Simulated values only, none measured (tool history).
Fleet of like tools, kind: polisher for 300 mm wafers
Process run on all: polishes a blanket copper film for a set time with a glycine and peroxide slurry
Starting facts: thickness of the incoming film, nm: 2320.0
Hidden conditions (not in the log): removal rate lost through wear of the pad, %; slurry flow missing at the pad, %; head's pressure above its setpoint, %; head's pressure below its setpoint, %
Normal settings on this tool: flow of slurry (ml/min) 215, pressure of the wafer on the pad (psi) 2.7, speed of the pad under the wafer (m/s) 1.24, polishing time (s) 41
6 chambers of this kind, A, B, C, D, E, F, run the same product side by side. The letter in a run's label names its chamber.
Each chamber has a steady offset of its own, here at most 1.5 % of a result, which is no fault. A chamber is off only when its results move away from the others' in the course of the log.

| run | day | flow of slurry (ml/min) | pressure of the wafer on the pad (psi) | speed of the pad under the wafer (m/s) | polishing time (s) | wafers polished on this pad | hours since the slurry nozzle was cleaned | hours since the head pressure was calibrated | film removed (nm) |
|---|---|---|---|---|---|---|---|---|---|
| 1C | 0.4 | 215 | 2.7 | 1.24 | 41 | 799 | 245.6 | 145 | 308.18 |
| 2A | 0.621 | 215 | 2.7 | 1.24 | 41 | 512 | 264 | 334.6 | 302.36 |
|  | 0.646 | chamber E: slurry nozzle cleaned |
|  | 0.729 | chamber C: worn pad replaced by a new one |
|  | 0.75 | chamber E: worn pad replaced by a new one |
| 3B | 0.975 | 215 | 2.7 | 1.24 | 41 | 632 | 424.2 | 920.2 | 313.29 |
|  | 1.112 | chamber E: head pressure recalibrated |
|  | 1.125 | chamber F: worn pad replaced by a new one |
| 4E | 1.362 | 215 | 2.7 | 1.24 | 41 | 246 | 17.3 | 6.1 | 306.9 |
| 5D | 1.654 | 215 | 2.7 | 1.24 | 41 | 706 | 642.3 | 490.7 | 304.03 |
|  | 1.721 | chamber A: worn pad replaced by a new one |
| 6F | 2.108 | 215 | 2.7 | 1.24 | 41 | 393 | 511.2 | 1164.8 | 303.73 |
|  | 2.15 | chamber D: worn pad replaced by a new one |
|  | 2.383 | chamber B: worn pad replaced by a new one |
| 7A | 2.508 | 215 | 2.7 | 1.24 | 41 | 314 | 309.3 | 379.9 | 307.82 |
|  | 2.696 | chamber B: slurry nozzle cleaned |
|  | 2.721 | chamber F: slurry nozzle cleaned |
| 8B | 2.9 | 215 | 2.7 | 1.24 | 41 | 207 | 5 | 966.4 | 308.46 |
| 9C | 3.233 | 215 | 2.7 | 1.24 | 41 | 1000 | 313.6 | 213 | 306.33 |
|  | 3.379 | chamber E: worn pad replaced by a new one |
| 10F | 3.629 | 215 | 2.7 | 1.24 | 41 | 1001 | 21.8 | 1201.3 | 305.9 |
|  | 3.638 | chamber C: worn pad replaced by a new one |
|  | 3.829 | chamber F: worn pad replaced by a new one |
| 11D | 3.996 | 215 | 2.7 | 1.24 | 41 | 738 | 698.5 | 546.9 | 309.05 |
| 12E | 4.371 | 215 | 2.7 | 1.24 | 41 | 396 | 89.5 | 78.3 | 309.54 |
|  | 4.629 | chamber A: worn pad replaced by a new one |
|  | 4.679 | chamber D: worn pad replaced by a new one |
| 13A | 4.688 | 145 | 2.7 | 1.24 | 41 | 23 | 361.6 | 432.2 | 286.97 |
|  | 4.896 | chamber B: worn pad replaced by a new one |
| 14F | 5.046 | 145 | 2.7 | 1.24 | 41 | 486 | 55.8 | 1235.3 | 286.85 |
| 15C | 5.454 | 145 | 2.7 | 1.24 | 41 | 726 | 366.9 | 266.3 | 285.76 |
| 16B | 5.804 | 145 | 2.7 | 1.24 | 41 | 363 | 74.7 | 1036.1 | 290.45 |
|  | 5.892 | chamber E: worn pad replaced by a new one |
| 17E | 6.042 | 145 | 2.7 | 1.24 | 41 | 61 | 129.6 | 118.4 | 296.72 |
|  | 6.304 | chamber C: worn pad replaced by a new one |
| 18D | 6.479 | 145 | 2.7 | 1.24 | 41 | 720 | 758.1 | 606.5 | 283.77 |
|  | 6.492 | chamber C: slurry nozzle cleaned |
|  | 6.55 | chamber A: head pressure recalibrated |
|  | 6.733 | chamber F: worn pad replaced by a new one |
| 19B | 6.733 | 215 | 2.7 | 1.24 | 41 | 734 | 97 | 1058.4 | 305.82 |
| 20C | 7.142 | 215 | 2.7 | 1.24 | 41 | 335 | 15.7 | 306.8 | 307.29 |
|  | 7.275 | chamber B: worn pad replaced by a new one |
| 21E | 7.433 | 215 | 2.7 | 1.24 | 41 | 617 | 163 | 151.8 | 316.09 |
|  | 7.604 | chamber D: worn pad replaced by a new one |
|  | 7.608 | chamber A: worn pad replaced by a new one |
| 22A | 7.779 | 215 | 2.7 | 1.24 | 41 | 69 | 435.8 | 29.5 | 306.98 |
|  | 8.129 | chamber E: slurry nozzle cleaned |
| 23F | 8.133 | 215 | 2.7 | 1.24 | 34 | 561 | 129.9 | 1309.4 | 253.77 |
| 24D | 8.508 | 215 | 2.7 | 1.24 | 34 | 362 | 806.8 | 655.2 | 253.53 |
|  | 8.733 | chamber C: worn pad replaced by a new one |
|  | 8.796 | chamber E: worn pad replaced by a new one |
| 25F | 8.933 | 215 | 2.7 | 1.24 | 34 | 880 | 149.1 | 1328.6 | 255.96 |
|  | 9.208 | chamber F: worn pad replaced by a new one |
| 26C | 9.242 | 215 | 2.7 | 1.24 | 34 | 204 | 66.1 | 357.2 | 254.71 |
| 27D | 9.471 | 215 | 2.7 | 1.24 | 34 | 747 | 829.9 | 678.3 | 256.32 |
| 28A | 9.712 | 215 | 2.7 | 1.24 | 34 | 842 | 482.2 | 75.9 | 252.35 |
|  | 9.929 | chamber A: worn pad replaced by a new one |
|  | 10.033 | chamber B: worn pad replaced by a new one |
|  | 10.05 | chamber D: head pressure recalibrated |
|  | 10.088 | chamber D: worn pad replaced by a new one |
| 29E | 10.1 | 255 | 2.7 | 1.62 | 41 | 522 | 47.4 | 215.8 | 393.14 |
| 30B | 10.521 | 255 | 2.7 | 1.62 | 41 | 196 | 187.9 | 1149.3 | 399.39 |
|  | 10.675 | chamber C: head pressure recalibrated |
| 31A | 10.979 | 255 | 2.7 | 1.62 | 41 | 419 | 512.6 | 106.3 | 389.86 |
|  | 11.221 | chamber C: worn pad replaced by a new one |
| 32F | 11.342 | 255 | 2.7 | 1.62 | 41 | 853 | 206.9 | 1386.4 | 398.39 |
|  | 11.525 | chamber E: worn pad replaced by a new one |
| 33D | 11.671 | 255 | 2.7 | 1.62 | 41 | 632 | 882.7 | 38.9 | 392.81 |
| 34B | 11.904 | 255 | 2.7 | 1.62 | 41 | 748 | 221.1 | 1182.5 | 395.3 |
| 35C | 12.2 | 215 | 2.7 | 1.24 | 41 | 392 | 137.1 | 36.7 | 307.3 |
| 36E | 12.467 | 215 | 2.7 | 1.24 | 41 | 377 | 104.2 | 272.6 | 307.04 |
|  | 12.675 | chamber A: worn pad replaced by a new one |
| 37B | 12.7 | 215 | 2.7 | 1.24 | 41 | 1066 | 240.2 | 1201.6 | 313.56 |
| 38A | 13.142 | 215 | 2.7 | 1.24 | 41 | 186 | 564.5 | 158.2 | 309.58 |

Read the log: is a single chamber off, either drifting away or since a service, is the gauge that measures every chamber drifting, or is nothing wrong beyond small per-chamber offsets? Name any odd chamber and what most likely caused it.

Beyond each chamber's small constant offset nothing stands out, and the gauge stays steady.

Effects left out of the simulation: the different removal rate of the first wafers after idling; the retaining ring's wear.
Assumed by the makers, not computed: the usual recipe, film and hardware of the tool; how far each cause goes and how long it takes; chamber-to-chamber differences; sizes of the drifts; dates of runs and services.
